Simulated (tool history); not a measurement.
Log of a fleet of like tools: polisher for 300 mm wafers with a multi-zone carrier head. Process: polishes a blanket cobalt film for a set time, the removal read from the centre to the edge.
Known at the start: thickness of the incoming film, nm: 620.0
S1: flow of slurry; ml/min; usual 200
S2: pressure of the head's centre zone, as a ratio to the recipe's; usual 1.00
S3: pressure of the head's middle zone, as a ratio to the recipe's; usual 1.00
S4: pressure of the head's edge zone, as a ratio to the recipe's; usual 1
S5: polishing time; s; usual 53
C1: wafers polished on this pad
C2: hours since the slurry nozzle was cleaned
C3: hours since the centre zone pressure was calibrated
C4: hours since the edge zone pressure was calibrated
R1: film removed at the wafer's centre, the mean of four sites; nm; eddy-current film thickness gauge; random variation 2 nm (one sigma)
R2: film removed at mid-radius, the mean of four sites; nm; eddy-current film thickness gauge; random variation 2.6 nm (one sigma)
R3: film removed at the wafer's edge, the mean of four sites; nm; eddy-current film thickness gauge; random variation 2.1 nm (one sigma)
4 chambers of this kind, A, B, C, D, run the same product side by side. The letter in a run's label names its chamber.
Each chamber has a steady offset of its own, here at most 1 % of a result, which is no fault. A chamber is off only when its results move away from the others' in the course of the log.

Run 1A, hour 5.3: usual settings; C1 204; C2 392.2; C3 540.9; C4 545.5. Result: R1 204.20 nm, R2 205.18 nm, R3 205.20 nm.
Run 2D, hour 12.1: usual settings; C1 535; C2 686.1; C3 977.3; C4 869.0. Result: R1 206.15 nm, R2 203.92 nm, R3 201.67 nm.
Run 3C, hour 20.4: usual settings; C1 248; C2 227.7; C3 655.5; C4 886.1. Result: R1 199.01 nm, R2 203.05 nm, R3 206.06 nm.
Run 4B, hour 25.6: usual settings; C1 911; C2 269.5; C3 711.4; C4 583.6. Result: R1 201.82 nm, R2 199.71 nm, R3 200.88 nm.
Run 5B, hour 36.3: usual settings; C1 979; C2 280.2; C3 722.1; C4 594.3. Result: R1 207.67 nm, R2 205.32 nm, R3 199.74 nm.
Run 6D, hour 44.1: usual settings; C1 738; C2 718.1; C3 1009.3; C4 901.0. Result: R1 208.08 nm, R2 201.82 nm, R3 206.15 nm.
Run 7C, hour 50.9: usual settings but S2 1.04; C1 441; C2 258.2; C3 686.0; C4 916.6. Result: R1 214.33 nm, R2 203.48 nm, R3 205.11 nm.
Run 8A, hour 57.2: usual settings but S2 1.04; C1 533; C2 444.1; C3 592.8; C4 597.4. Result: R1 209.03 nm, R2 202.85 nm, R3 202.63 nm.
Run 9C, hour 67.8: usual settings but S2 1.04; C1 548; C2 275.1; C3 702.9; C4 933.5. Result: R1 207.18 nm, R2 203.06 nm, R3 205.03 nm.
Run 10A, hour 74.0: usual settings but S2 1.04; C1 640; C2 460.9; C3 609.6; C4 614.2. Result: R1 209.56 nm, R2 199.07 nm, R3 200.88 nm.
At hour 79.8: chamber C: worn pad replaced by a new one.
Run 11D, hour 80.2: usual settings; C1 967; C2 754.2; C3 1045.4; C4 937.1. Result: R1 210.58 nm, R2 200.47 nm, R3 207.57 nm.
Run 12B, hour 89.1: usual settings; C1 1313; C2 333.0; C3 774.9; C4 647.1. Result: R1 207.97 nm, R2 208.34 nm, R3 201.48 nm.
Run 13D, hour 96.4: usual settings; C1 1070; C2 770.4; C3 1061.6; C4 953.3. Result: R1 208.41 nm, R2 203.85 nm, R3 204.52 nm.
At hour 99.7: chamber B: worn pad replaced by a new one.
Run 14B, hour 106.8: usual settings; C1 45; C2 350.7; C3 792.6; C4 664.8. Result: R1 204.35 nm, R2 207.30 nm, R3 203.76 nm.
At hour 112.3: chamber A: worn pad replaced by a new one.
Run 15C, hour 115.3: usual settings but S2 0.91, S3 1.08; C1 225; C2 322.6; C3 750.4; C4 981.0. Result: R1 181.94 nm, R2 219.52 nm, R3 203.91 nm.
Run 16A, hour 123.0: usual settings but S2 0.91, S3 1.08; C1 67; C2 509.9; C3 658.6; C4 663.2. Result: R1 183.18 nm, R2 214.46 nm, R3 202.91 nm.
Run 17A, hour 128.0: usual settings but S2 0.91, S3 1.08; C1 99; C2 514.9; C3 663.6; C4 668.2. Result: R1 182.45 nm, R2 220.74 nm, R3 200.23 nm.
Run 18C, hour 134.7: usual settings but S2 0.91, S3 1.08; C1 348; C2 342.0; C3 769.8; C4 1000.4. Result: R1 177.81 nm, R2 220.91 nm, R3 202.19 nm.
Run 19D, hour 141.4: usual settings; C1 1355; C2 815.4; C3 1106.6; C4 998.3. Result: R1 204.74 nm, R2 202.86 nm, R3 204.92 nm.
At hour 145.3: chamber D: worn pad replaced by a new one.
Run 20B, hour 146.9: usual settings; C1 299; C2 390.8; C3 832.7; C4 704.9. Result: R1 205.88 nm, R2 206.90 nm, R3 204.05 nm.
Run 21C, hour 155.3: usual settings but S1 150 ml/min, S2 1.09; C1 479; C2 362.6; C3 790.4; C4 1021.0. Result: R1 201.09 nm, R2 192.31 nm, R3 194.89 nm.
Run 22D, hour 164.5: usual settings but S1 150 ml/min, S2 1.09; C1 122; C2 838.5; C3 1129.7; C4 1021.4. Result: R1 216.77 nm, R2 193.85 nm, R3 196.80 nm.
At hour 167.4: chamber C: worn pad replaced by a new one.
Run 23A, hour 170.5: usual settings but S1 150 ml/min, S2 1.09; C1 368; C2 557.4; C3 706.1; C4 710.7. Result: R1 207.57 nm, R2 196.10 nm, R3 194.81 nm.
Run 24B, hour 176.4: usual settings but S1 150 ml/min, S2 1.09; C1 486; C2 420.3; C3 862.2; C4 734.4. Result: R1 216.16 nm, R2 195.09 nm, R3 194.27 nm.
Run 25D, hour 185.0: usual settings; C1 252; C2 859.0; C3 1150.2; C4 1041.9. Result: R1 207.48 nm, R2 201.87 nm, R3 205.69 nm.
Run 26B, hour 193.8: usual settings; C1 597; C2 437.7; C3 879.6; C4 751.8. Result: R1 206.03 nm, R2 204.17 nm, R3 202.82 nm.
Run 27C, hour 199.2: usual settings but S2 1.04, S3 0.92; C1 201; C2 406.5; C3 834.3; C4 1064.9. Result: R1 195.80 nm, R2 187.53 nm, R3 204.66 nm.
Run 28A, hour 206.5: usual settings but S2 1.04, S3 0.92; C1 597; C2 593.4; C3 742.1; C4 746.7. Result: R1 206.77 nm, R2 187.58 nm, R3 198.12 nm.
Run 29B, hour 214.5: usual settings but S2 1.04, S3 0.92; C1 728; C2 458.4; C3 900.3; C4 772.5. Result: R1 211.21 nm, R2 189.00 nm, R3 204.42 nm.
Run 30D, hour 219.9: usual settings but S2 1.04, S3 0.92; C1 473; C2 893.9; C3 1185.1; C4 1076.8. Result: R1 214.50 nm, R2 187.06 nm, R3 202.16 nm.

Next, every chamber runs the same settings. What will each give?
Run 31A, hour 227.6: usual settings. Result: R1 ?, R2 ?, R3 ?.
Run 31B, hour 227.6: usual settings. Result: R1 ?, R2 ?, R3 ?.
Run 31C, hour 227.6: usual settings. Result: R1 ?, R2 ?, R3 ?.
Run 31D, hour 227.6: usual settings. Result: R1 ?, R2 ?, R3 ?.

run      R1      R2      R3
31A  201.51  199.48  204.29
31B  203.62  202.97  200.52
31C  179.77  206.36  203.22
31D  205.38  203.12  203.35
